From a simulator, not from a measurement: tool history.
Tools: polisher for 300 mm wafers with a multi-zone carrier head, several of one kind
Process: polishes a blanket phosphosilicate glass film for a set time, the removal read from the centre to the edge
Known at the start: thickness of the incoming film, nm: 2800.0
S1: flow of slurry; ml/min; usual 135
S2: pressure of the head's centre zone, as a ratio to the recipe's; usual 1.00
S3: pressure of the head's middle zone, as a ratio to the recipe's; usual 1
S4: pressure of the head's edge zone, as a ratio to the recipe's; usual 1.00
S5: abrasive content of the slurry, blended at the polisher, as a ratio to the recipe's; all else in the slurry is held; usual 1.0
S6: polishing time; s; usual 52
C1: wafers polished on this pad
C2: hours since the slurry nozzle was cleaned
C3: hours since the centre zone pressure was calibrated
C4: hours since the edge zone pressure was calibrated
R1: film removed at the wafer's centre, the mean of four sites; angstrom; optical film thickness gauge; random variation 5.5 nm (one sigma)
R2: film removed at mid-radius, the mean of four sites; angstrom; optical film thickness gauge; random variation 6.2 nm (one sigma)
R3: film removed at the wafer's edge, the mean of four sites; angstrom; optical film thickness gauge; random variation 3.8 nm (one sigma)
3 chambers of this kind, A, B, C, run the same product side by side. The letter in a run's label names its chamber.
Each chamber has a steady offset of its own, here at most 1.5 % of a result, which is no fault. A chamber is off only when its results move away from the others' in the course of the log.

Run 1C, hour 10.2: usual settings; C1 722; C2 250.8; C3 324.7; C4 37.5. Result: R1 5651.3 angstrom, R2 5677.2 angstrom, R3 5686.9 angstrom.
Run 2A, hour 21.3: usual settings; C1 304; C2 107.6; C3 486.3; C4 1291.1. Result: R1 5635.9 angstrom, R2 5661.7 angstrom, R3 5611.1 angstrom.
Run 3B, hour 31.9: usual settings; C1 1145; C2 203.8; C3 270.3; C4 495.0. Result: R1 5662.7 angstrom, R2 5736.1 angstrom, R3 5724.0 angstrom.
Run 4B, hour 41.6: usual settings; C1 1217; C2 213.5; C3 280.0; C4 504.7. Result: R1 5726.8 angstrom, R2 5622.8 angstrom, R3 5719.3 angstrom.
Run 5C, hour 47.3: usual settings; C1 997; C2 287.9; C3 361.8; C4 74.6. Result: R1 5642.1 angstrom, R2 5603.6 angstrom, R3 5684.5 angstrom.
Run 6A, hour 60.2: usual settings but S2 0.93, S5 1.1; C1 593; C2 146.5; C3 525.2; C4 1330.0. Result: R1 5440.3 angstrom, R2 6098.9 angstrom, R3 5893.9 angstrom.
Run 7A, hour 73.0: usual settings but S2 0.93, S5 1.1; C1 688; C2 159.3; C3 538.0; C4 1342.8. Result: R1 5461.0 angstrom, R2 5949.5 angstrom, R3 5954.6 angstrom.
At hour 75.7: chamber A: worn pad replaced by a new one.
Run 8C, hour 80.8: usual settings but S2 0.93, S5 1.1; C1 1246; C2 321.4; C3 395.3; C4 108.1. Result: R1 5326.2 angstrom, R2 5591.9 angstrom, R3 5721.7 angstrom.
At hour 81.1: chamber B: worn pad replaced by a new one.
Run 9B, hour 92.4: usual settings; C1 84; C2 264.3; C3 330.8; C4 555.5. Result: R1 5659.2 angstrom, R2 5597.8 angstrom, R3 5626.8 angstrom.
Run 10A, hour 99.0: usual settings but S2 1.10, S4 0.95; C1 173; C2 185.3; C3 564.0; C4 1368.8. Result: R1 6248.2 angstrom, R2 5718.8 angstrom, R3 5559.0 angstrom.
At hour 105.4: chamber A: edge zone pressure recalibrated.
Run 11C, hour 107.6: usual settings but S2 1.10, S4 0.95; C1 1445; C2 348.2; C3 422.1; C4 134.9. Result: R1 5976.4 angstrom, R2 5410.9 angstrom, R3 5225.9 angstrom.
Run 12B, hour 120.3: usual settings but S2 1.10, S4 0.95; C1 291; C2 292.2; C3 358.7; C4 583.4. Result: R1 6344.4 angstrom, R2 5572.0 angstrom, R3 5457.1 angstrom.
Run 13C, hour 127.8: usual settings; C1 1595; C2 368.4; C3 442.3; C4 155.1. Result: R1 5326.7 angstrom, R2 5249.4 angstrom, R3 5281.7 angstrom.
Run 14A, hour 139.3: usual settings; C1 472; C2 225.6; C3 604.3; C4 34.0. Result: R1 5743.7 angstrom, R2 5709.1 angstrom, R3 5581.0 angstrom.
At hour 141.4: chamber B: slurry nozzle cleaned.
Run 15B, hour 146.0: usual settings; C1 482; C2 4.7; C3 384.4; C4 609.1. Result: R1 5628.1 angstrom, R2 5736.7 angstrom, R3 5677.7 angstrom.
Run 16A, hour 157.8: usual settings; C1 609; C2 244.1; C3 622.8; C4 52.5. Result: R1 5756.9 angstrom, R2 5772.8 angstrom, R3 5680.7 angstrom.
Run 17C, hour 170.1: usual settings; C1 1909; C2 410.7; C3 484.6; C4 197.4. Result: R1 5086.7 angstrom, R2 5084.1 angstrom, R3 5081.1 angstrom.
At hour 174.8: chamber A: worn pad replaced by a new one.
Run 18B, hour 177.4: usual settings; C1 715; C2 36.1; C3 415.8; C4 640.5. Result: R1 5699.9 angstrom, R2 5565.2 angstrom, R3 5754.4 angstrom.
Run 19B, hour 187.5: usual settings; C1 790; C2 46.2; C3 425.9; C4 650.6. Result: R1 5687.2 angstrom, R2 5621.9 angstrom, R3 5727.9 angstrom.
Run 20C, hour 194.1: usual settings; C1 2087; C2 434.7; C3 508.6; C4 221.4. Result: R1 5079.1 angstrom, R2 5001.4 angstrom, R3 5105.2 angstrom.
Run 21A, hour 201.7: usual settings; C1 199; C2 288.0; C3 666.7; C4 96.4. Result: R1 5602.3 angstrom, R2 5744.0 angstrom, R3 5668.3 angstrom.

Is one chamber off against the others, does the gauge drift, or is nothing wrong? If a chamber is off, say which, and what the likeliest cause is.

Chamber C drifts away from the others.
Cause: removal rate lost through wear of the pad, % = 12.8.
The log may not tell that from: slurry flow missing at the pad, %.

Here are 4 candidates for chamber C's next run, each the usual settings with a change, their results left as question marks. Which one brings its results back in line with what the others give on the usual settings?
In line means no further than this from the other chambers' mean on the usual settings: R1 190.0 angstrom; R2 220.0 angstrom; R3 130.0 angstrom
Run 22C-1, hour 211.0: usual settings but S1 130 ml/min, S3 0.99, S5 0.95, S6 47 s. Result: R1 ?, R2 ?, R3 ?.
Run 22C-2, hour 211.0: usual settings but S1 140 ml/min, S3 1.01, S5 1.05, S6 58 s. Result: R1 ?, R2 ?, R3 ?.
Run 22C-3, hour 211.0: usual settings but S1 140 ml/min, S3 1.02, S5 1.05, S6 63 s. Result: R1 ?, R2 ?, R3 ?.
Run 22C-4, hour 211.0: usual settings but S1 130 ml/min, S3 0.98, S5 0.95, S6 43 s. Result: R1 ?, R2 ?, R3 ?.

The other chambers' mean on the usual settings: R1 5679.5 angstrom; R2 5684.0 angstrom; R3 5665.9 angstrom
  run      R1      R2      R3
22C-1  4334.3  4233.5  4349.7
22C-2  5701.2  5658.8  5680.9
22C-3  6193.2  6202.4  6169.7
22C-4  3965.1  3837.4  3980.0
22C-2 brings the chamber back in line.
